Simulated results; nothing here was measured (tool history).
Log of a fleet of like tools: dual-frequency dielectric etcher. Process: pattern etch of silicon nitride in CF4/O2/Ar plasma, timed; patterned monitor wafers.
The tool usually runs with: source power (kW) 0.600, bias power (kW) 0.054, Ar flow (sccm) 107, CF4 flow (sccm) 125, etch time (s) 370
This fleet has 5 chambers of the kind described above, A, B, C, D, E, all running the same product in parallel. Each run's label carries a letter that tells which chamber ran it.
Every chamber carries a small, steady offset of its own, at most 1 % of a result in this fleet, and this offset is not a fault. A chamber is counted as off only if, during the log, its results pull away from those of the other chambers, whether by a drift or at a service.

run,day,source power (kW),bias power (kW),Ar flow (sccm),CF4 flow (sccm),etch time (s),hours since the last wet clean,hours since the last source power generator calibration,hours since the last bias power generator calibration,hours since the last Ar flow controller change,hours since the last CF4 flow controller change,"read-back reference wafer on the same gauge, depth_nm",mean etch depth across the wafer (nm)
1D,0.533,0.600,0.054,107,125,370,103.9,1077.4,3659.4,1239.3,61.9,723.33,869.45
2C,0.925,0.600,0.054,107,125,370,89.1,1150.3,1618.6,2741.8,1331.7,723.65,859.60
3A,1.350,0.600,0.054,107,125,370,95.3,1128.3,3000.1,2156.0,2193.9,722.48,871.67
4B,1.904,0.600,0.054,107,125,370,327.7,2828.0,2176.1,2895.3,1666.3,722.83,864.03
5E,2.204,0.600,0.054,107,125,370,342.7,2181.0,1849.4,2792.5,347.2,723.24,854.54
6C,2.725,0.600,0.054,107,125,370,132.3,1193.5,1661.8,2785.0,1374.9,722.11,855.09
7E,3.046,0.600,0.054,107,125,370,362.9,2201.2,1869.6,2812.7,367.4,723.45,859.25
8A,3.517,0.600,0.054,107,107,370,147.3,1180.3,3052.1,2208.0,2245.9,722.04,859.62
9D,4.008,0.600,0.054,107,107,370,187.3,1160.8,3742.8,1322.7,145.3,722.57,856.08
10B,4.538,0.600,0.054,107,107,370,390.9,2891.2,2239.3,2958.5,1729.5,722.46,845.52
# day 4.929: chamber B: wet clean of the chamber
11B,4.983,0.600,0.054,107,107,370,1.3,2901.9,2250.0,2969.2,1740.2,722.92,844.69
12C,5.288,0.600,0.054,107,107,370,193.8,1255.0,1723.3,2846.5,1436.4,723.23,844.70
13A,5.629,0.600,0.054,107,125,370,198.0,1231.0,3102.8,2258.7,2296.6,723.68,862.01
14E,5.975,0.520,0.054,107,125,283,433.2,2271.5,1939.9,2883.0,437.7,723.03,574.53
15D,6.500,0.520,0.054,107,125,283,247.1,1220.6,3802.6,1382.5,205.1,723.65,591.54
16D,6.788,0.520,0.054,107,125,283,254.0,1227.5,3809.5,1389.4,212.0,723.14,586.41
17B,7.246,0.520,0.054,107,125,283,55.6,2956.2,2304.3,3023.5,1794.5,723.47,583.77
18E,7.600,0.520,0.054,107,125,283,472.2,2310.5,1978.9,2922.0,476.7,722.65,578.39
19A,8.021,0.660,0.054,92,125,370,255.4,1288.4,3160.2,2316.1,2354.0,722.91,948.79
20C,8.308,0.660,0.054,92,125,370,266.3,1327.5,1795.8,2919.0,1508.9,722.40,954.72
21D,8.708,0.660,0.054,92,125,370,300.1,1273.6,3855.6,1435.5,258.1,723.14,958.17
22B,9.262,0.660,0.054,92,125,370,104.0,3004.6,2352.7,3071.9,1842.9,722.86,939.97
23C,9.604,0.660,0.054,92,125,370,297.4,1358.6,1826.9,2950.1,1540.0,723.11,945.09
# day 10.146: chamber E: wet clean of the chamber
24E,10.167,0.600,0.054,107,125,370,0.6,2372.1,2040.5,2983.6,538.3,722.64,853.01
25A,10.629,0.600,0.054,93,125,370,318.0,1351.0,3222.8,2378.7,2416.6,722.65,860.36
26E,11.000,0.600,0.054,93,125,370,20.6,2392.1,2060.5,3003.6,558.3,722.65,870.97
27C,11.558,0.600,0.054,93,125,370,344.3,1405.5,1873.8,2997.0,1586.9,723.18,873.74
28A,12.071,0.600,0.054,93,125,370,352.6,1385.6,3257.4,2413.3,2451.2,723.23,844.14
29B,12.492,0.600,0.054,93,125,370,181.5,3082.1,2430.2,3149.4,1920.4,723.59,873.04
30D,12.917,0.600,0.054,107,125,370,401.1,1374.6,3956.6,1536.5,359.1,723.43,874.82

Predict what each chamber gives when all 5 of them run the settings below next.
31A,13.321,0.690,0.054,107,125,370,,,,,,,?
31B,13.321,0.690,0.054,107,125,370,,,,,,,?
31C,13.321,0.690,0.054,107,125,370,,,,,,,?
31D,13.321,0.690,0.054,107,125,370,,,,,,,?
31E,13.321,0.690,0.054,107,125,370,,,,,,,?

run,mean etch depth across the wafer (nm)
31A,938.40
31B,972.39
31C,974.33
31D,982.76
31E,972.60
